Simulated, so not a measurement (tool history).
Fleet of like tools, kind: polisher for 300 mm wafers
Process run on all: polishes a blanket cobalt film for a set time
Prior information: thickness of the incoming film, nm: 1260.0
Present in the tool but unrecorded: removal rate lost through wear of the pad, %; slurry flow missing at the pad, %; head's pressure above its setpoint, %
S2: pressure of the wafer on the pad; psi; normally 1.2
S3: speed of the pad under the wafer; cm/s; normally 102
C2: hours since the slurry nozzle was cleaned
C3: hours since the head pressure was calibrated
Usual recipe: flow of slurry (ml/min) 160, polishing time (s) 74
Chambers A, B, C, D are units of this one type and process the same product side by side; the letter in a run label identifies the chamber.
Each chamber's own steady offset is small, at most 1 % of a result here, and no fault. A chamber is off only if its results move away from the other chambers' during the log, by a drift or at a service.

{"run": "1D", "hour": 5.6, "flow of slurry (ml/min)": 160, "S2": 1.2, "S3": 102, "polishing time (s)": 74, "wafers polished on this pad": 1246, "C2": 223.9, "C3": 688.8, "film removed (angstrom)": 2194.7}
{"run": "2B", "hour": 14.2, "flow of slurry (ml/min)": 160, "S2": 1.2, "S3": 102, "polishing time (s)": 74, "wafers polished on this pad": 904, "C2": 59.6, "C3": 302.4, "film removed (angstrom)": 2191.6}
{"hour": 20.5, "done": "chamber D: worn pad replaced by a new one"}
{"run": "3A", "hour": 21.8, "flow of slurry (ml/min)": 160, "S2": 1.2, "S3": 102, "polishing time (s)": 74, "wafers polished on this pad": 665, "C2": 369.9, "C3": 851.7, "film removed (angstrom)": 2204.6}
{"run": "4C", "hour": 28.9, "flow of slurry (ml/min)": 160, "S2": 1.2, "S3": 102, "polishing time (s)": 74, "wafers polished on this pad": 570, "C2": 396.7, "C3": 288.3, "film removed (angstrom)": 2196.9}
{"hour": 29.6, "done": "chamber B: worn pad replaced by a new one"}
{"run": "5D", "hour": 33.9, "flow of slurry (ml/min)": 160, "S2": 1.2, "S3": 102, "polishing time (s)": 74, "wafers polished on this pad": 79, "C2": 252.2, "C3": 717.1, "film removed (angstrom)": 2208.4}
{"hour": 37.1, "done": "chamber A: slurry nozzle cleaned"}
{"run": "6A", "hour": 40.2, "flow of slurry (ml/min)": 160, "S2": 1.2, "S3": 102, "polishing time (s)": 74, "wafers polished on this pad": 773, "C2": 3.2, "C3": 870.1, "film removed (angstrom)": 2232.0}
{"hour": 41.6, "done": "chamber C: worn pad replaced by a new one"}
{"hour": 42.0, "done": "chamber A: worn pad replaced by a new one"}
{"run": "7B", "hour": 47.8, "flow of slurry (ml/min)": 160, "S2": 1.2, "S3": 102, "polishing time (s)": 74, "wafers polished on this pad": 107, "C2": 93.2, "C3": 336.0, "film removed (angstrom)": 2236.9}
{"run": "8C", "hour": 52.8, "flow of slurry (ml/min)": 160, "S2": 1.2, "S3": 102, "polishing time (s)": 74, "wafers polished on this pad": 66, "C2": 420.6, "C3": 312.2, "film removed (angstrom)": 2200.5}
{"run": "9B", "hour": 60.6, "flow of slurry (ml/min)": 160, "S2": 1.2, "S3": 102, "polishing time (s)": 74, "wafers polished on this pad": 182, "C2": 106.0, "C3": 348.8, "film removed (angstrom)": 2215.6}
{"run": "10A", "hour": 67.1, "flow of slurry (ml/min)": 160, "S2": 1.2, "S3": 102, "polishing time (s)": 74, "wafers polished on this pad": 148, "C2": 30.1, "C3": 897.0, "film removed (angstrom)": 2215.2}
{"hour": 67.9, "done": "chamber A: head pressure recalibrated"}
{"run": "11D", "hour": 71.8, "flow of slurry (ml/min)": 160, "S2": 1.2, "S3": 102, "polishing time (s)": 74, "wafers polished on this pad": 301, "C2": 290.1, "C3": 755.0, "film removed (angstrom)": 2153.2}
{"run": "12C", "hour": 78.5, "flow of slurry (ml/min)": 120, "S2": 1.2, "S3": 102, "polishing time (s)": 66, "wafers polished on this pad": 217, "C2": 446.3, "C3": 337.9, "film removed (angstrom)": 1884.4}
{"run": "13C", "hour": 87.2, "flow of slurry (ml/min)": 120, "S2": 1.2, "S3": 102, "polishing time (s)": 66, "wafers polished on this pad": 268, "C2": 455.0, "C3": 346.6, "film removed (angstrom)": 1860.8}
{"run": "14A", "hour": 93.9, "flow of slurry (ml/min)": 120, "S2": 1.2, "S3": 102, "polishing time (s)": 66, "wafers polished on this pad": 305, "C2": 56.9, "C3": 26.1, "film removed (angstrom)": 1881.0}
{"run": "15B", "hour": 101.0, "flow of slurry (ml/min)": 120, "S2": 1.2, "S3": 102, "polishing time (s)": 66, "wafers polished on this pad": 420, "C2": 146.4, "C3": 389.2, "film removed (angstrom)": 1889.8}
{"run": "16D", "hour": 107.4, "flow of slurry (ml/min)": 190, "S2": 1.4, "S3": 102, "polishing time (s)": 74, "wafers polished on this pad": 511, "C2": 325.7, "C3": 790.6, "film removed (angstrom)": 2664.1}
{"run": "17D", "hour": 116.0, "flow of slurry (ml/min)": 190, "S2": 1.4, "S3": 102, "polishing time (s)": 74, "wafers polished on this pad": 561, "C2": 334.3, "C3": 799.2, "film removed (angstrom)": 2648.2}
{"run": "18C", "hour": 120.0, "flow of slurry (ml/min)": 190, "S2": 1.4, "S3": 102, "polishing time (s)": 74, "wafers polished on this pad": 461, "C2": 487.8, "C3": 379.4, "film removed (angstrom)": 2645.3}
{"run": "19B", "hour": 128.3, "flow of slurry (ml/min)": 190, "S2": 1.4, "S3": 102, "polishing time (s)": 74, "wafers polished on this pad": 580, "C2": 173.7, "C3": 416.5, "film removed (angstrom)": 2631.4}
{"run": "20A", "hour": 133.1, "flow of slurry (ml/min)": 160, "S2": 1.2, "S3": 102, "polishing time (s)": 51, "wafers polished on this pad": 536, "C2": 96.1, "C3": 65.3, "film removed (angstrom)": 1528.4}
{"run": "21D", "hour": 140.4, "flow of slurry (ml/min)": 160, "S2": 1.2, "S3": 102, "polishing time (s)": 51, "wafers polished on this pad": 705, "C2": 358.7, "C3": 823.6, "film removed (angstrom)": 1521.3}
{"hour": 142.0, "done": "chamber B: slurry nozzle cleaned"}
{"hour": 143.0, "done": "chamber D: head pressure recalibrated"}
{"run": "22A", "hour": 148.9, "flow of slurry (ml/min)": 160, "S2": 1.2, "S3": 102, "polishing time (s)": 51, "wafers polished on this pad": 629, "C2": 111.9, "C3": 81.1, "film removed (angstrom)": 1518.8}
{"hour": 150.9, "done": "chamber C: worn pad replaced by a new one"}
{"run": "23C", "hour": 156.7, "flow of slurry (ml/min)": 160, "S2": 1.2, "S3": 102, "polishing time (s)": 51, "wafers polished on this pad": 34, "C2": 524.5, "C3": 416.1, "film removed (angstrom)": 1533.0}
{"run": "24B", "hour": 165.2, "flow of slurry (ml/min)": 160, "S2": 1.2, "S3": 102, "polishing time (s)": 74, "wafers polished on this pad": 797, "C2": 23.3, "C3": 453.4, "film removed (angstrom)": 2252.3}
{"run": "25D", "hour": 173.5, "flow of slurry (ml/min)": 160, "S2": 1.2, "S3": 102, "polishing time (s)": 74, "wafers polished on this pad": 900, "C2": 391.8, "C3": 30.6, "film removed (angstrom)": 2225.6}
{"run": "26A", "hour": 178.5, "flow of slurry (ml/min)": 160, "S2": 1.2, "S3": 102, "polishing time (s)": 74, "wafers polished on this pad": 803, "C2": 141.5, "C3": 110.7, "film removed (angstrom)": 2251.6}
{"hour": 182.3, "done": "chamber B: worn pad replaced by a new one"}
{"run": "27B", "hour": 185.5, "flow of slurry (ml/min)": 160, "S2": 1.2, "S3": 102, "polishing time (s)": 74, "wafers polished on this pad": 19, "C2": 43.6, "C3": 473.7, "film removed (angstrom)": 2204.6}
{"hour": 188.4, "done": "chamber A: worn pad replaced by a new one"}
{"run": "28C", "hour": 190.0, "flow of slurry (ml/min)": 160, "S2": 1.2, "S3": 102, "polishing time (s)": 74, "wafers polished on this pad": 230, "C2": 557.8, "C3": 449.4, "film removed (angstrom)": 2207.2}
{"run": "29D", "hour": 194.6, "flow of slurry (ml/min)": 160, "S2": 0.8, "S3": 102, "polishing time (s)": 87, "wafers polished on this pad": 1024, "C2": 412.9, "C3": 51.7, "film removed (angstrom)": 1724.4}
{"run": "30A", "hour": 200.8, "flow of slurry (ml/min)": 160, "S2": 0.8, "S3": 102, "polishing time (s)": 87, "wafers polished on this pad": 73, "C2": 163.8, "C3": 133.0, "film removed (angstrom)": 1751.4}
{"run": "31B", "hour": 205.7, "flow of slurry (ml/min)": 160, "S2": 0.8, "S3": 102, "polishing time (s)": 87, "wafers polished on this pad": 138, "C2": 63.8, "C3": 493.9, "film removed (angstrom)": 1704.3}
{"run": "32C", "hour": 214.7, "flow of slurry (ml/min)": 160, "S2": 0.8, "S3": 102, "polishing time (s)": 87, "wafers polished on this pad": 375, "C2": 582.5, "C3": 474.1, "film removed (angstrom)": 1727.1}
{"hour": 215.1, "done": "chamber D: worn pad replaced by a new one"}
{"run": "33A", "hour": 219.7, "flow of slurry (ml/min)": 160, "S2": 1.2, "S3": 102, "polishing time (s)": 74, "wafers polished on this pad": 184, "C2": 182.7, "C3": 151.9, "film removed (angstrom)": 2218.9}
{"hour": 224.4, "done": "chamber C: head pressure recalibrated"}
{"run": "34B", "hour": 225.3, "flow of slurry (ml/min)": 160, "S2": 1.2, "S3": 102, "polishing time (s)": 74, "wafers polished on this pad": 253, "C2": 83.4, "C3": 513.5, "film removed (angstrom)": 2234.5}
{"run": "35C", "hour": 231.8, "flow of slurry (ml/min)": 160, "S2": 1.2, "S3": 102, "polishing time (s)": 74, "wafers polished on this pad": 476, "C2": 599.6, "C3": 7.4, "film removed (angstrom)": 2177.5}
{"run": "36D", "hour": 237.8, "flow of slurry (ml/min)": 160, "S2": 1.2, "S3": 102, "polishing time (s)": 74, "wafers polished on this pad": 133, "C2": 456.1, "C3": 94.9, "film removed (angstrom)": 2207.3}
{"run": "37B", "hour": 244.7, "flow of slurry (ml/min)": 160, "S2": 1.2, "S3": 102, "polishing time (s)": 74, "wafers polished on this pad": 367, "C2": 102.8, "C3": 532.9, "film removed (angstrom)": 2213.8}
{"run": "38A", "hour": 252.7, "flow of slurry (ml/min)": 160, "S2": 1.2, "S3": 102, "polishing time (s)": 74, "wafers polished on this pad": 378, "C2": 215.7, "C3": 184.9, "film removed (angstrom)": 2224.3}
{"run": "39D", "hour": 260.4, "flow of slurry (ml/min)": 160, "S2": 1.2, "S3": 102, "polishing time (s)": 74, "wafers polished on this pad": 266, "C2": 478.7, "C3": 117.5, "film removed (angstrom)": 2201.7}
{"run": "40C", "hour": 264.7, "flow of slurry (ml/min)": 160, "S2": 1.2, "S3": 102, "polishing time (s)": 74, "wafers polished on this pad": 669, "C2": 632.5, "C3": 40.3, "film removed (angstrom)": 2179.8}
{"run": "41B", "hour": 271.0, "flow of slurry (ml/min)": 160, "S2": 1.2, "S3": 102, "polishing time (s)": 74, "wafers polished on this pad": 522, "C2": 129.1, "C3": 559.2, "film removed (angstrom)": 2197.8}

Is one chamber out of step, is the gauge drifting, or do the chambers differ by no more than their own small offsets? For an off chamber, give its letter and the likeliest cause.

No chamber stands off beyond its own small offset, and the gauge holds steady.
